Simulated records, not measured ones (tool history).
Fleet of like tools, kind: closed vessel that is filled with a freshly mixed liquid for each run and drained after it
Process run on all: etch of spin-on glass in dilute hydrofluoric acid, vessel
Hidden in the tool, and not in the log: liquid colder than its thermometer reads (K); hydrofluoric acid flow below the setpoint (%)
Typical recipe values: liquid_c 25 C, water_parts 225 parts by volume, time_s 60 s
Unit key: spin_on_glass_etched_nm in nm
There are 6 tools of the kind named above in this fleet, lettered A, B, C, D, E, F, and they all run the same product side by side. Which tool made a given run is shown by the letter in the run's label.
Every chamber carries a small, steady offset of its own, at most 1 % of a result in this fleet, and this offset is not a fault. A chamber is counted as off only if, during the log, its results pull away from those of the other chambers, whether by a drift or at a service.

run   hour  liquid_c  water_parts  time_s  hours since the thermometer was replaced  hours since the hydrofluoric acid flow meter was replaced  read-back film thickness of the spin-on glass reference wafer, read on the same gauge (nm)  spin_on_glass_etched_nm
 1E    8.0        25          225      60                                     850.8                                                      220.8                                                                                      69.979                   13.721
 2B   13.6        25          225      60                                     541.9                                                      776.7                                                                                      70.002                   13.702
 3D   22.3        25          225      60                                     837.3                                                      633.9                                                                                      69.972                   13.595
 4C   28.5        25          225      60                                     488.7                                                     1341.8                                                                                      69.989                   13.559
 5F   40.0        25          225      60                                     493.4                                                     2217.9                                                                                      69.961                   13.366
      42.1  -- chamber A: thermometer replaced
 6A   45.5        25          225      60                                       3.5                                                      809.9                                                                                      70.022                   13.674
 7B   52.5        25          225      60                                     580.8                                                      815.6                                                                                      70.022                   13.686
 8F   60.7        25          225      60                                     514.1                                                     2238.6                                                                                      69.980                   13.683
 9E   68.6        25          225      60                                     911.4                                                      281.4                                                                                      70.030                   13.545
10D   78.5        25          310      90                                     893.5                                                      690.1                                                                                      69.978                   13.915
11C   83.7        25          310      90                                     543.9                                                     1397.0                                                                                      70.022                   13.614
12A   90.4        25          310      90                                      48.4                                                      854.8                                                                                      70.009                   13.372
13F   98.8        25          310      90                                     552.2                                                     2276.7                                                                                      70.062                   13.927
14D  108.3        25          310      90                                     923.3                                                      719.9                                                                                      70.024                   13.448
15E  116.1        25          310      90                                     958.9                                                      328.9                                                                                      70.019                   13.408
16B  123.1        25          225      60                                     651.4                                                      886.2                                                                                      69.978                   13.740
     128.6  -- chamber F: hydrofluoric acid flow meter replaced
17A  131.4        25          225      60                                      89.4                                                      895.8                                                                                      70.064                   13.310
     137.0  -- chamber D: thermometer replaced
18C  143.5        25          225      60                                     603.7                                                     1456.8                                                                                      70.016                   13.443
19D  150.5        25          225      60                                      13.6                                                      762.1                                                                                      70.022                   13.547
20E  155.8        22          225      60                                     998.6                                                      368.6                                                                                      70.001                   12.231
21A  167.3        22          225      60                                     125.3                                                      931.7                                                                                      70.000                   11.765
22B  175.9        22          225      60                                     704.2                                                      939.0                                                                                      70.050                   12.092
23F  184.8        22          225      60                                     638.2                                                       56.2                                                                                      70.020                   12.402
     186.8  -- chamber C: hydrofluoric acid flow meter replaced
24C  190.3        22          225      60                                     650.5                                                        3.6                                                                                      69.981                   12.164
25F  201.5        22          225      60                                     654.9                                                       72.9                                                                                      69.974                   12.418
26A  209.5        25          185      60                                     167.5                                                      973.9                                                                                      70.030                   16.359
     217.9  -- chamber B: hydrofluoric acid flow meter replaced
27C  220.6        25          185      60                                     680.8                                                       33.9                                                                                      69.959                   17.691
28D  227.6        25          185      60                                      90.7                                                      839.2                                                                                      69.963                   17.341
29E  236.9        25          185      60                                    1079.7                                                      449.7                                                                                      69.965                   17.229
30B  246.6        25          185      60                                     774.9                                                       28.8                                                                                      69.973                   17.391
31F  258.4        25          185      60                                     711.8                                                      129.8                                                                                      69.992                   17.157
32E  265.2        22          225      80                                    1108.0                                                      478.0                                                                                      70.057                   16.052
33C  274.1        22          225      80                                     734.3                                                       87.4                                                                                      70.016                   16.504
34B  281.0        22          225      80                                     809.3                                                       63.2                                                                                      69.970                   16.269
35D  288.2        22          225      80                                     151.3                                                      899.8                                                                                      70.013                   16.605
36A  297.4        22          225      80                                     255.4                                                     1061.8                                                                                      70.031                   15.066
37F  308.8        22          225      80                                     762.2                                                      180.2                                                                                      69.956                   16.476
38C  318.2        25          225      60                                     778.4                                                      131.5                                                                                      70.007                   13.876
39B  329.5        25          225      60                                     857.8                                                      111.7                                                                                      69.976                   13.669

Each of the 6 chambers runs these same settings next. Fill in every chamber's results:
40A  338.1        25          225      60                                                                                                                                                                                                                         ?
40B  338.1        25          225      60                                                                                                                                                                                                                         ?
40C  338.1        25          225      60                                                                                                                                                                                                                         ?
40D  338.1        25          225      60                                                                                                                                                                                                                         ?
40E  338.1        25          225      60                                                                                                                                                                                                                         ?
40F  338.1        25          225      60                                                                                                                                                                                                                         ?

run  spin_on_glass_etched_nm
40A                   12.192
40B                   13.694
40C                   13.580
40D                   13.440
40E                   13.557
40F                   13.591
